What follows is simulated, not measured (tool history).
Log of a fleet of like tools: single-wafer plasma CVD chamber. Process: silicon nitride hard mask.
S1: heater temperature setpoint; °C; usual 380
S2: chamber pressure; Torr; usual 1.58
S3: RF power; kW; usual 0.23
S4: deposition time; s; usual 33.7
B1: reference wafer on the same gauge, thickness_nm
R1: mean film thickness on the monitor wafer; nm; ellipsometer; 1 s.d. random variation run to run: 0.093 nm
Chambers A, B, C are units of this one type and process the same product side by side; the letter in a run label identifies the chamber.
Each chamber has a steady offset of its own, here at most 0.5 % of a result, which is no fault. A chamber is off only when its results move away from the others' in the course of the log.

Run 1B, hour 9.9: usual settings; B1 36.399. Result: R1 32.387 nm.
Run 2C, hour 21.4: usual settings; B1 36.423. Result: R1 32.659 nm.
Run 3A, hour 30.4: usual settings; B1 36.383. Result: R1 32.37 nm.
Run 4C, hour 37.1: usual settings; B1 36.399. Result: R1 32.525 nm.
Run 5B, hour 44.4: usual settings; B1 36.425. Result: R1 32.542 nm.
Run 6A, hour 55.7: usual settings but S2 1.76 Torr; B1 36.424. Result: R1 33.516 nm.
Run 7A, hour 67.6: usual settings but S2 1.76 Torr; B1 36.397. Result: R1 33.559 nm.
Run 8B, hour 78.8: usual settings but S2 1.76 Torr; B1 36.39. Result: R1 33.379 nm.
At hour 88.3: chamber C: capacitance manometer re-zeroed and calibrated.
Run 9C, hour 89.5: usual settings; B1 36.393. Result: R1 32.46 nm.
Run 10C, hour 102: usual settings; B1 36.393. Result: R1 32.632 nm.
Run 11B, hour 109.7: usual settings; B1 36.396. Result: R1 32.444 nm.
Run 12A, hour 121.6: usual settings but S1 366 °C; B1 36.414. Result: R1 32.574 nm.
Run 13B, hour 129.5: usual settings but S1 366 °C; B1 36.419. Result: R1 32.532 nm.
Run 14A, hour 136.3: usual settings but S1 366 °C; B1 36.399. Result: R1 32.565 nm.
Run 15C, hour 148.2: usual settings; B1 36.414. Result: R1 32.178 nm.
Run 16B, hour 157: usual settings; B1 36.397. Result: R1 32.478 nm.
Run 17A, hour 170.9: usual settings; B1 36.393. Result: R1 32.514 nm.
Run 18C, hour 178.3: usual settings; B1 36.381. Result: R1 32.098 nm.
Run 19A, hour 190.9: usual settings; B1 36.418. Result: R1 32.428 nm.
Run 20C, hour 199: usual settings; B1 36.376. Result: R1 31.893 nm.
Run 21B, hour 205.8: usual settings; B1 36.411. Result: R1 32.298 nm.
Run 22C, hour 215.5: usual settings; B1 36.391. Result: R1 31.746 nm.
Run 23A, hour 222.4: usual settings; B1 36.392. Result: R1 32.55 nm.

Is one chamber off against the others, does the gauge drift, or is nothing wrong? If a chamber is off, say which, and what the likeliest cause is.

It is chamber C that slowly wanders off from its peers.
Likeliest cause: delivered RF power below the setpoint (%) = 3.74.
Not necessarily distinguishable in this log from: true pressure below the setpoint (%).

Here are 4 candidates for chamber C's next run, each the usual settings with a change, their results left as question marks. Which one brings its results back in line with what the others give on the usual settings?
In-line tolerance around the mean of the other chambers on the usual settings: R1 0.33 nm
Run 24C-1, hour 233.2: usual settings but S2 1.73 Torr. Result: R1 ?.
Run 24C-2, hour 233.2: usual settings but S2 1.56 Torr, S4 32.9 s. Result: R1 ?.
Run 24C-3, hour 233.2: usual settings but S2 1.61 Torr, S4 35.3 s. Result: R1 ?.
Run 24C-4, hour 233.2: usual settings but S4 31.9 s. Result: R1 ?.

What the other chambers average on the usual settings: R1 32.497 nm
  run      R1
24C-1  32.413
24C-2  30.722
24C-3  33.262
24C-4  29.901
The right change is 24C-1: it brings the chamber back within the allowed miss of the others.
